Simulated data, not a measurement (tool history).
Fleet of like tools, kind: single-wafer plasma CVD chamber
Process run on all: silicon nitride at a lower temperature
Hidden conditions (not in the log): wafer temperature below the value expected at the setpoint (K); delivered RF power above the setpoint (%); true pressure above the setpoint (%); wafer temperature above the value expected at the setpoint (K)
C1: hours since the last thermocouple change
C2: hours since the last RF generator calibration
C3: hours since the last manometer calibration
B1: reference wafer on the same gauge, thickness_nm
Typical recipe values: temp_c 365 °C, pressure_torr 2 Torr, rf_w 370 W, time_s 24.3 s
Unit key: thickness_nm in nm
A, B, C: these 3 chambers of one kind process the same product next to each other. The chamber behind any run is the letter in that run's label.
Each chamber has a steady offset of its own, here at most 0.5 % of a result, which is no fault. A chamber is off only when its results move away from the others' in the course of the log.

Run 1C, hour 6.4: usual settings; C1 311.8; C2 2014.6; C3 477.5; B1 36.01. Result: thickness_nm 34.712 nm.
Run 2B, hour 19.9: usual settings; C1 1230.8; C2 158.5; C3 554.3; B1 36.009. Result: thickness_nm 34.694 nm.
Run 3A, hour 28: usual settings; C1 447.4; C2 677.7; C3 63.8; B1 35.983. Result: thickness_nm 34.409 nm.
Run 4B, hour 36.1: usual settings; C1 1247; C2 174.7; C3 570.5; B1 36. Result: thickness_nm 34.381 nm.
Run 5C, hour 45.1: usual settings; C1 350.5; C2 2053.3; C3 516.2; B1 36.007. Result: thickness_nm 34.755 nm.
Run 6A, hour 51.8: usual settings; C1 471.2; C2 701.5; C3 87.6; B1 35.978. Result: thickness_nm 34.281 nm.
Run 7C, hour 63.1: usual settings; C1 368.5; C2 2071.3; C3 534.2; B1 36.006. Result: thickness_nm 34.782 nm.
Run 8B, hour 73.9: usual settings; C1 1284.8; C2 212.5; C3 608.3; B1 35.99. Result: thickness_nm 34.53 nm.
Run 9A, hour 81: usual settings; C1 500.4; C2 730.7; C3 116.8; B1 36.026. Result: thickness_nm 34.458 nm.
Run 10C, hour 91.5: usual settings but temp_c 354 °C, pressure_torr 1.76 Torr; C1 396.9; C2 2099.7; C3 562.6; B1 36.001. Result: thickness_nm 34.01 nm.
Run 11A, hour 101.3: usual settings but temp_c 354 °C, pressure_torr 1.76 Torr; C1 520.7; C2 751; C3 137.1; B1 36.003. Result: thickness_nm 33.508 nm.
Run 12B, hour 110.4: usual settings but temp_c 354 °C, pressure_torr 1.76 Torr; C1 1321.3; C2 249; C3 644.8; B1 35.975. Result: thickness_nm 33.438 nm.
Run 13C, hour 116.8: usual settings; C1 422.2; C2 2125; C3 587.9; B1 35.99. Result: thickness_nm 35.099 nm.
Run 14B, hour 124: usual settings but pressure_torr 2.43 Torr, time_s 21 s; C1 1334.9; C2 262.6; C3 658.4; B1 36.034. Result: thickness_nm 31.226 nm.
Run 15A, hour 133: usual settings but pressure_torr 2.43 Torr, time_s 21 s; C1 552.4; C2 782.7; C3 168.8; B1 35.996. Result: thickness_nm 31.352 nm.
Run 16A, hour 141.1: usual settings but pressure_torr 2.43 Torr, time_s 21 s; C1 560.5; C2 790.8; C3 176.9; B1 35.965. Result: thickness_nm 31.278 nm.
At hour 148.9: chamber C: RF generator calibrated.
Run 17B, hour 150.4: usual settings; C1 1361.3; C2 289; C3 684.8; B1 35.993. Result: thickness_nm 34.622 nm.
Run 18C, hour 160.4: usual settings; C1 465.8; C2 11.6; C3 631.5; B1 35.978. Result: thickness_nm 35.19 nm.
Run 19B, hour 168.8: usual settings; C1 1379.7; C2 307.4; C3 703.2; B1 35.986. Result: thickness_nm 34.702 nm.
Run 20A, hour 175.8: usual settings; C1 595.2; C2 825.5; C3 211.6; B1 36.027. Result: thickness_nm 34.348 nm.
Run 21C, hour 187.4: usual settings; C1 492.8; C2 38.6; C3 658.5; B1 36.009. Result: thickness_nm 35.324 nm.
Run 22B, hour 196.6: usual settings; C1 1407.5; C2 335.2; C3 731; B1 35.995. Result: thickness_nm 34.386 nm.

What goes on in this fleet: one chamber off, a drifting gauge, or nothing beyond the chambers' own small offsets? Name the chamber and the cause, if any.

Little by little, chamber C moves away from the other chambers.
What lies behind it: true pressure above the setpoint (%) = 8.19.

Below are 4 candidate recipes for chamber C's next run, each the usual settings with a change, their results shown as question marks. Which of them brings C's results back in line with what the other chambers give on the usual settings?
In-line tolerance around the mean of the other chambers on the usual settings: thickness_nm 0.43 nm
Run 23C-1, hour 206.9: usual settings but rf_w 380 W. Result: thickness_nm ?.
Run 23C-2, hour 206.9: usual settings but time_s 23.8 s. Result: thickness_nm ?.
Run 23C-3, hour 206.9: usual settings but pressure_torr 1.97 Torr, time_s 23.3 s. Result: thickness_nm ?.
Run 23C-4, hour 206.9: usual settings but time_s 25.4 s. Result: thickness_nm ?.

Other chambers, usual settings, mean: thickness_nm 34.538 nm
  run  thickness_nm
23C-1        35.865
23C-2        34.532
23C-3        33.678
23C-4        36.848
23C-2 puts the chamber back in line with the other chambers.

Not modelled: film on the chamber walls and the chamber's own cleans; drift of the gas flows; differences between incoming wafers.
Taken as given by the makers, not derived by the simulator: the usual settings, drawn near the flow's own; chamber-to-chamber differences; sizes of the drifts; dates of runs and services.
